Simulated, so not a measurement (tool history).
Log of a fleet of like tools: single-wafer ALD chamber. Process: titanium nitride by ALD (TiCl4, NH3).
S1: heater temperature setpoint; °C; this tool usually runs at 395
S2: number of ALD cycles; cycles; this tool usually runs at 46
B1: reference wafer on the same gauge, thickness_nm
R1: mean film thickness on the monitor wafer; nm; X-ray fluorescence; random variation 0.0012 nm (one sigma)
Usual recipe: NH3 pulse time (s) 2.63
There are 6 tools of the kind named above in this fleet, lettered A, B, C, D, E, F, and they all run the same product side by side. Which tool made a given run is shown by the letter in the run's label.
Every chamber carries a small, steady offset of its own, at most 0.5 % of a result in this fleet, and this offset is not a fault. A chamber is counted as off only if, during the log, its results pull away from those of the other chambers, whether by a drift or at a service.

Run 1E, day 0.179: usual settings; B1 0.95017. Result: R1 1.0247 nm.
Run 2B, day 0.304: usual settings; B1 0.95013. Result: R1 1.0196 nm.
Run 3A, day 0.450: usual settings; B1 0.95033. Result: R1 1.0252 nm.
Run 4C, day 0.679: usual settings; B1 0.95039. Result: R1 1.0253 nm.
Run 5F, day 0.858: usual settings; B1 0.95081. Result: R1 1.0178 nm.
Run 6D, day 1.067: usual settings but S1 403 °C, S2 51 cycles; B1 0.95078. Result: R1 1.1402 nm.
Run 7A, day 1.167: usual settings but S1 403 °C, S2 51 cycles; B1 0.95062. Result: R1 1.1410 nm.
Run 8E, day 1.350: usual settings but S1 403 °C, S2 51 cycles; B1 0.95067. Result: R1 1.1392 nm.
Run 9B, day 1.521: usual settings but S1 403 °C, S2 51 cycles; B1 0.95099. Result: R1 1.1351 nm.
Run 10F, day 1.721: usual settings but S1 403 °C, S2 51 cycles; B1 0.95104. Result: R1 1.1358 nm.
Run 11D, day 1.912: usual settings but S1 403 °C, S2 51 cycles; B1 0.95130. Result: R1 1.1422 nm.
Run 12C, day 2.025: usual settings; B1 0.95132. Result: R1 1.0264 nm.
Run 13E, day 2.233: usual settings; B1 0.95125. Result: R1 1.0270 nm.
Run 14D, day 2.371: usual settings; B1 0.95135. Result: R1 1.0272 nm.
Run 15C, day 2.488: usual settings; B1 0.95142. Result: R1 1.0275 nm.
Run 16F, day 2.638: usual settings; B1 0.95174. Result: R1 1.0201 nm.
Run 17B, day 2.767: usual settings; B1 0.95177. Result: R1 1.0212 nm.
Run 18A, day 2.879: usual settings; B1 0.95165. Result: R1 1.0269 nm.
Run 19F, day 3.092: usual settings; B1 0.95167. Result: R1 1.0203 nm.
Run 20D, day 3.192: usual settings; B1 0.95208. Result: R1 1.0266 nm.
Run 21B, day 3.392: usual settings but NH3 pulse time (s) 2.95; B1 0.95225. Result: R1 1.0277 nm.
Run 22E, day 3.558: usual settings but NH3 pulse time (s) 2.95; B1 0.95226. Result: R1 1.0312 nm.
Run 23A, day 3.750: usual settings but NH3 pulse time (s) 2.95; B1 0.95208. Result: R1 1.0331 nm.
Run 24C, day 3.933: usual settings but NH3 pulse time (s) 2.95; B1 0.95241. Result: R1 1.0294 nm.
Run 25F, day 4.108: usual settings but NH3 pulse time (s) 2.95; B1 0.95259. Result: R1 1.0239 nm.
Run 26C, day 4.238: usual settings but NH3 pulse time (s) 2.95; B1 0.95239. Result: R1 1.0328 nm.
Run 27B, day 4.429: usual settings; B1 0.95275. Result: R1 1.0211 nm.
Run 28E, day 4.646: usual settings; B1 0.95269. Result: R1 1.0286 nm.
Run 29D, day 4.796: usual settings; B1 0.95291. Result: R1 1.0278 nm.
Run 30A, day 5.004: usual settings; B1 0.95313. Result: R1 1.0292 nm.
Run 31C, day 5.212: usual settings but S1 403 °C; B1 0.95320. Result: R1 1.0334 nm.
Run 32A, day 5.429: usual settings but S1 403 °C; B1 0.95307. Result: R1 1.0344 nm.
Run 33D, day 5.629: usual settings but S1 403 °C; B1 0.95333. Result: R1 1.0336 nm.
Run 34E, day 5.738: usual settings but S1 403 °C; B1 0.95380. Result: R1 1.0327 nm.
Run 35F, day 5.917: usual settings but S1 403 °C; B1 0.95374. Result: R1 1.0253 nm.
Run 36B, day 6.067: usual settings but S1 403 °C; B1 0.95347. Result: R1 1.0277 nm.
Run 37E, day 6.300: usual settings; B1 0.95388. Result: R1 1.0289 nm.
Run 38D, day 6.458: usual settings but NH3 pulse time (s) 2.00; B1 0.95407. Result: R1 1.0198 nm.
Run 39A, day 6.658: usual settings but NH3 pulse time (s) 2.00; B1 0.95423. Result: R1 1.0192 nm.
Run 40B, day 6.804: usual settings but NH3 pulse time (s) 2.00; B1 0.95442. Result: R1 1.0123 nm.
Run 41C, day 6.967: usual settings but NH3 pulse time (s) 2.00; B1 0.95456. Result: R1 1.0183 nm.

For the next run the whole fleet of 6 chambers uses the same settings. Give each chamber's results:
Run 42A, day 7.133: usual settings but NH3 pulse time (s) 3.61. Result: R1 ?.
Run 42B, day 7.133: usual settings but NH3 pulse time (s) 3.61. Result: R1 ?.
Run 42C, day 7.133: usual settings but NH3 pulse time (s) 3.61. Result: R1 ?.
Run 42D, day 7.133: usual settings but NH3 pulse time (s) 3.61. Result: R1 ?.
Run 42E, day 7.133: usual settings but NH3 pulse time (s) 3.61. Result: R1 ?.
Run 42F, day 7.133: usual settings but NH3 pulse time (s) 3.61. Result: R1 ?.

run      R1
42A  1.0437
42B  1.0360
42C  1.0409
42D  1.0406
42E  1.0409
42F  1.0327
